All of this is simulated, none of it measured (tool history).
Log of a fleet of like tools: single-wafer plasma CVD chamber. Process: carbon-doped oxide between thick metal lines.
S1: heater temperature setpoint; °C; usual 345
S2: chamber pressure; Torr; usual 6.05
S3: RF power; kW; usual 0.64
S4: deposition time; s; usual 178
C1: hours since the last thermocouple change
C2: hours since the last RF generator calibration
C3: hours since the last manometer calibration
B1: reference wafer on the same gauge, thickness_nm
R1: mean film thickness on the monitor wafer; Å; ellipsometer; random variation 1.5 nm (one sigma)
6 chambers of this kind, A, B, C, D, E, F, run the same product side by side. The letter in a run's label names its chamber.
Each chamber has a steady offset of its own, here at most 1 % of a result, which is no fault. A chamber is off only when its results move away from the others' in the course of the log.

{"run": "1A", "hour": 6.4, "S1": 345, "S2": 6.05, "S3": 0.64, "S4": 178, "C1": 349.2, "C2": 366.7, "C3": 914.4, "B1": 869.71, "R1": 10847}
{"run": "2B", "hour": 18.9, "S1": 345, "S2": 6.05, "S3": 0.64, "S4": 178, "C1": 1008.5, "C2": 606.6, "C3": 658.9, "B1": 869.81, "R1": 10721}
{"run": "3F", "hour": 30.2, "S1": 345, "S2": 6.05, "S3": 0.64, "S4": 178, "C1": 1550.2, "C2": 202.6, "C3": 137.6, "B1": 869.54, "R1": 10752}
{"run": "4E", "hour": 37.0, "S1": 345, "S2": 6.05, "S3": 0.64, "S4": 178, "C1": 2625.1, "C2": 1355, "C3": 1081.6, "B1": 869.55, "R1": 10768}
{"hour": 40.1, "done": "chamber C: RF generator calibrated"}
{"run": "5C", "hour": 48.2, "S1": 345, "S2": 6.05, "S3": 0.64, "S4": 178, "C1": 1014.5, "C2": 8.2, "C3": 2125.1, "B1": 869.83, "R1": 10742}
{"run": "6D", "hour": 61.0, "S1": 345, "S2": 6.05, "S3": 0.75, "S4": 178, "C1": 853.2, "C2": 542.3, "C3": 1167.3, "B1": 869.25, "R1": 11930}
{"run": "7B", "hour": 71.7, "S1": 345, "S2": 6.05, "S3": 0.75, "S4": 178, "C1": 1061.3, "C2": 659.4, "C3": 711.7, "B1": 869.03, "R1": 11746}
{"hour": 75.7, "done": "chamber E: thermocouple changed; heater temperature recalibrated"}
{"run": "8E", "hour": 84.5, "S1": 345, "S2": 6.05, "S3": 0.75, "S4": 178, "C1": 8.9, "C2": 1402.5, "C3": 1129.1, "B1": 869.19, "R1": 11814}
{"run": "9C", "hour": 92.2, "S1": 345, "S2": 6.05, "S3": 0.75, "S4": 178, "C1": 1058.5, "C2": 52.2, "C3": 2169.1, "B1": 868.76, "R1": 11769}
{"run": "10F", "hour": 99.8, "S1": 345, "S2": 6.05, "S3": 0.75, "S4": 178, "C1": 1619.8, "C2": 272.2, "C3": 207.2, "B1": 868.85, "R1": 11722}
{"run": "11D", "hour": 106.8, "S1": 345, "S2": 6.05, "S3": 0.75, "S4": 178, "C1": 899, "C2": 588.1, "C3": 1213.1, "B1": 868.41, "R1": 11907}
{"run": "12A", "hour": 118.4, "S1": 345, "S2": 6.05, "S3": 0.64, "S4": 178, "C1": 461.2, "C2": 478.7, "C3": 1026.4, "B1": 868.33, "R1": 10797}
{"run": "13B", "hour": 125.8, "S1": 345, "S2": 6.05, "S3": 0.64, "S4": 178, "C1": 1115.4, "C2": 713.5, "C3": 765.8, "B1": 868.48, "R1": 10694}
{"run": "14D", "hour": 136.4, "S1": 345, "S2": 6.05, "S3": 0.64, "S4": 178, "C1": 928.6, "C2": 617.7, "C3": 1242.7, "B1": 868.24, "R1": 10879}
{"run": "15A", "hour": 142.0, "S1": 345, "S2": 6.05, "S3": 0.64, "S4": 178, "C1": 484.8, "C2": 502.3, "C3": 1050, "B1": 868.13, "R1": 10790}
{"run": "16F", "hour": 149.6, "S1": 345, "S2": 6.05, "S3": 0.64, "S4": 178, "C1": 1669.6, "C2": 322, "C3": 257, "B1": 868.02, "R1": 10739}
{"run": "17E", "hour": 160.9, "S1": 345, "S2": 6.05, "S3": 0.64, "S4": 178, "C1": 85.3, "C2": 1478.9, "C3": 1205.5, "B1": 867.82, "R1": 10773}
{"run": "18C", "hour": 167.6, "S1": 345, "S2": 6.05, "S3": 0.64, "S4": 178, "C1": 1133.9, "C2": 127.6, "C3": 2244.5, "B1": 867.67, "R1": 10723}
{"run": "19F", "hour": 176.5, "S1": 345, "S2": 6.05, "S3": 0.64, "S4": 178, "C1": 1696.5, "C2": 348.9, "C3": 283.9, "B1": 867.91, "R1": 10741}
{"run": "20B", "hour": 183.7, "S1": 345, "S2": 6.05, "S3": 0.64, "S4": 178, "C1": 1173.3, "C2": 771.4, "C3": 823.7, "B1": 867.59, "R1": 10673}
{"run": "21C", "hour": 193.2, "S1": 345, "S2": 6.05, "S3": 0.64, "S4": 178, "C1": 1159.5, "C2": 153.2, "C3": 2270.1, "B1": 867.28, "R1": 10683}
{"run": "22E", "hour": 200.2, "S1": 345, "S2": 6.05, "S3": 0.64, "S4": 178, "C1": 124.6, "C2": 1518.2, "C3": 1244.8, "B1": 867.19, "R1": 10754}
{"run": "23D", "hour": 212.5, "S1": 345, "S2": 6.05, "S3": 0.64, "S4": 178, "C1": 1004.7, "C2": 693.8, "C3": 1318.8, "B1": 867.12, "R1": 10849}
{"run": "24A", "hour": 222.7, "S1": 345, "S2": 6.05, "S3": 0.64, "S4": 178, "C1": 565.5, "C2": 583, "C3": 1130.7, "B1": 867.02, "R1": 10794}
{"run": "25F", "hour": 234.8, "S1": 345, "S2": 6.05, "S3": 0.64, "S4": 178, "C1": 1754.8, "C2": 407.2, "C3": 342.2, "B1": 866.86, "R1": 10714}
{"run": "26B", "hour": 246.5, "S1": 345, "S2": 6.05, "S3": 0.64, "S4": 178, "C1": 1236.1, "C2": 834.2, "C3": 886.5, "B1": 866.54, "R1": 10667}
{"run": "27C", "hour": 255.5, "S1": 345, "S2": 6.05, "S3": 0.64, "S4": 178, "C1": 1221.8, "C2": 215.5, "C3": 2332.4, "B1": 866.4, "R1": 10686}
{"run": "28A", "hour": 263.6, "S1": 345, "S2": 6.05, "S3": 0.64, "S4": 178, "C1": 606.4, "C2": 623.9, "C3": 1171.6, "B1": 866.26, "R1": 10757}
{"run": "29D", "hour": 274.2, "S1": 345, "S2": 6.05, "S3": 0.64, "S4": 178, "C1": 1066.4, "C2": 755.5, "C3": 1380.5, "B1": 866.02, "R1": 10831}
{"run": "30E", "hour": 282.4, "S1": 345, "S2": 6.05, "S3": 0.64, "S4": 178, "C1": 206.8, "C2": 1600.4, "C3": 1327, "B1": 866.17, "R1": 10762}
{"run": "31C", "hour": 289.9, "S1": 345, "S2": 6.05, "S3": 0.64, "S4": 178, "C1": 1256.2, "C2": 249.9, "C3": 2366.8, "B1": 865.99, "R1": 10706}
{"run": "32B", "hour": 300.2, "S1": 345, "S2": 6.05, "S3": 0.64, "S4": 178, "C1": 1289.8, "C2": 887.9, "C3": 940.2, "B1": 866.07, "R1": 10669}
{"run": "33E", "hour": 309.1, "S1": 345, "S2": 6.05, "S3": 0.64, "S4": 178, "C1": 233.5, "C2": 1627.1, "C3": 1353.7, "B1": 865.66, "R1": 10738}
{"run": "34A", "hour": 317.2, "S1": 345, "S2": 6.05, "S3": 0.64, "S4": 178, "C1": 660, "C2": 677.5, "C3": 1225.2, "B1": 866.02, "R1": 10753}
{"run": "35F", "hour": 326.3, "S1": 345, "S2": 6.05, "S3": 0.64, "S4": 178, "C1": 1846.3, "C2": 498.7, "C3": 433.7, "B1": 865.77, "R1": 10653}
{"run": "36D", "hour": 338.6, "S1": 345, "S2": 6.05, "S3": 0.64, "S4": 178, "C1": 1130.8, "C2": 819.9, "C3": 1444.9, "B1": 865.32, "R1": 10835}
{"run": "37E", "hour": 344.7, "S1": 345, "S2": 6.05, "S3": 0.64, "S4": 178, "C1": 269.1, "C2": 1662.7, "C3": 1389.3, "B1": 865.49, "R1": 10731}
{"run": "38A", "hour": 356.2, "S1": 345, "S2": 6.05, "S3": 0.64, "S4": 178, "C1": 699, "C2": 716.5, "C3": 1264.2, "B1": 865.22, "R1": 10740}

All 6 chambers run these settings next. Forecast each chamber's results:
{"run": "39A", "hour": 365.5, "S1": 345, "S2": 6.05, "S3": 0.64, "S4": 198, "R1": "?"}
{"run": "39B", "hour": 365.5, "S1": 345, "S2": 6.05, "S3": 0.64, "S4": 198, "R1": "?"}
{"run": "39C", "hour": 365.5, "S1": 345, "S2": 6.05, "S3": 0.64, "S4": 198, "R1": "?"}
{"run": "39D", "hour": 365.5, "S1": 345, "S2": 6.05, "S3": 0.64, "S4": 198, "R1": "?"}
{"run": "39E", "hour": 365.5, "S1": 345, "S2": 6.05, "S3": 0.64, "S4": 198, "R1": "?"}
{"run": "39F", "hour": 365.5, "S1": 345, "S2": 6.05, "S3": 0.64, "S4": 198, "R1": "?"}

run=39A R1=11963
run=39B R1=11869
run=39C R1=11880
run=39D R1=12079
run=39E R1=11903
run=39F R1=11872

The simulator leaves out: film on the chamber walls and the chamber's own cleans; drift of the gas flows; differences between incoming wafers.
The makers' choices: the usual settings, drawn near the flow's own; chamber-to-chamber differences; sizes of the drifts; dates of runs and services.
